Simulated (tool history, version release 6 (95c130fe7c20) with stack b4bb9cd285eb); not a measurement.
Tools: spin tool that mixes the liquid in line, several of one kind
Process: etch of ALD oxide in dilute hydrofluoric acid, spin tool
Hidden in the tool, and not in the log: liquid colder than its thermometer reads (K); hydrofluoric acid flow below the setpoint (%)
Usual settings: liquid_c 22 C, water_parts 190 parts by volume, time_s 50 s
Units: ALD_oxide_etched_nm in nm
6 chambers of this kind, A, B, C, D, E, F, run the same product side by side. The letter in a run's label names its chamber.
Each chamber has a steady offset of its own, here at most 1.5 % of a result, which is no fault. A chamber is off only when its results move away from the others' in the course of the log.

run   hour  liquid_c  water_parts  time_s  hours since the thermometer was replaced  hours since the hydrofluoric acid flow meter was replaced  read-back film thickness of the ALD oxide reference wafer, read on the same gauge (nm)  ALD_oxide_etched_nm
 1C   13.4        22          190      50                                     598.5                                                      539.7                                                                                  99.982               4.5458
 2A     27        22          190      50                                    1148.5                                                       28.2                                                                                  99.966               4.5081
 3F     38        22          190      50                                     328.5                                                      884.1                                                                                  99.994               4.5528
 4E   47.8        22          190      50                                     718.9                                                     1226.6                                                                                  100.02               4.5268
 5D   59.1        22          190      50                                     575.8                                                      943.6                                                                                  100.04                4.512
 6B   68.3        22          190      50                                     214.3                                                       1703                                                                                  100.01               4.5684
      72.1  -- chamber F: hydrofluoric acid flow meter replaced
      77.6  -- chamber C: thermometer replaced
 7C   80.1        22          190      50                                       2.6                                                      606.4                                                                                  99.988               4.6274
 8E   90.3        22          190      50                                     761.4                                                     1269.1                                                                                  99.986               4.5605
 9A  102.1        22          190      50                                    1223.6                                                      103.3                                                                                  100.02               4.4593
10D  111.8        22          190      50                                     628.5                                                      996.3                                                                                  100.01               4.5378
11B  123.3        22          190      50                                     269.3                                                       1758                                                                                  100.02               4.5352
12F  134.3        26          190      50                                     424.8                                                       62.3                                                                                  100.02               5.2662
13D  146.7        26          190      50                                     663.4                                                     1031.2                                                                                  100.01               5.2116
14A  152.8        26          190      50                                    1274.3                                                        154                                                                                  99.997               5.1578
15E  162.4        26          190      50                                     833.5                                                     1341.2                                                                                  100.01               5.2126
16F  175.3        26          190      50                                     465.8                                                      103.3                                                                                  99.968               5.0613
17C  183.4        26          190      50                                     105.9                                                      709.7                                                                                  100.01               5.2791
18B  192.3        22          190      50                                     338.3                                                       1827                                                                                  99.995               4.4635
19B  205.9        22          190      50                                     351.9                                                     1840.6                                                                                  100.04               4.5839
20E  212.7        22          190      50                                     883.8                                                     1391.5                                                                                  100.02               4.5703
21C    219        22          190      50                                     141.5                                                      745.3                                                                                  100.01               4.5616
     225.3  -- chamber C: hydrofluoric acid flow meter replaced
22F  231.2        22          190      50                                     521.7                                                      159.2                                                                                  99.994               4.3324
23D    240        22          190      50                                     756.7                                                     1124.5                                                                                  100.04               4.4739
24A  250.9        22          190      50                                    1372.4                                                      252.1                                                                                  99.969               4.5219
     257.6  -- chamber D: hydrofluoric acid flow meter replaced
25D  261.9        22          140      70                                     778.6                                                        4.4                                                                                  99.978               9.2087
26F  272.1        22          140      70                                     562.6                                                      200.1                                                                                  100.01               8.4605
27E  285.5        22          140      70                                     956.6                                                     1464.3                                                                                  100.03               9.1501
     295.8  -- chamber B: hydrofluoric acid flow meter replaced
28B  296.8        22          140      70                                     442.8                                                          1                                                                                  100.03               9.0204
29C  302.9        22          140      70                                     225.4                                                       77.7                                                                                  99.967               9.1242
30A  314.8        22          140      70                                    1436.3                                                        316                                                                                  100.01               8.9403
31D  328.1        22          190      65                                     844.8                                                       70.6                                                                                     100               5.9934
32E  334.8        22          190      65                                    1005.9                                                     1513.6                                                                                  100.01               5.7906
33A  343.1        22          190      65                                    1464.6                                                      344.3                                                                                  100.01               5.7513
34C  350.3        22          190      65                                     272.8                                                      125.1                                                                                  100.04               5.9395
35B  360.8        22          190      65                                     506.8                                                         65                                                                                  99.995               5.8546
36F  370.5        22          190      65                                       661                                                      298.5                                                                                  100.05               5.5374
37A  378.7        22          100      35                                    1500.2                                                      379.9                                                                                  100.02               6.5549
38F  386.6        22          100      35                                     677.1                                                      314.6                                                                                  100.02               6.0526
39C  399.6        22          100      35                                     322.1                                                      174.4                                                                                  100.03               6.7691

Is one chamber off against the others, does the gauge drift, or is nothing wrong? If a chamber is off, say which, and what the likeliest cause is.

Chamber F drifts away from the others.
Cause: liquid colder than its thermometer reads (K) = 2.13.

Here are 4 candidates for chamber F's next run, each the usual settings with a change, their results left as question marks. Which one brings its results back in line with what the others give on the usual settings?
In line means no further than this from the other chambers' mean on the usual settings: ALD_oxide_etched_nm 0.14 nm
40F-1  409.5      25.5          190      50                                                                                                                                                                                                                 ?
40F-2  409.5        20          190      50                                                                                                                                                                                                                 ?
40F-3  409.5      21.5          210      50                                                                                                                                                                                                                 ?
40F-4  409.5        22          180      50                                                                                                                                                                                                                 ?

The other chambers' mean on the usual settings: ALD_oxide_etched_nm 4.5272 nm
  run  ALD_oxide_etched_nm
40F-1               4.8133
40F-2               3.8869
40F-3               3.6672
40F-4               4.4803
40F-4 brings the chamber back in line.

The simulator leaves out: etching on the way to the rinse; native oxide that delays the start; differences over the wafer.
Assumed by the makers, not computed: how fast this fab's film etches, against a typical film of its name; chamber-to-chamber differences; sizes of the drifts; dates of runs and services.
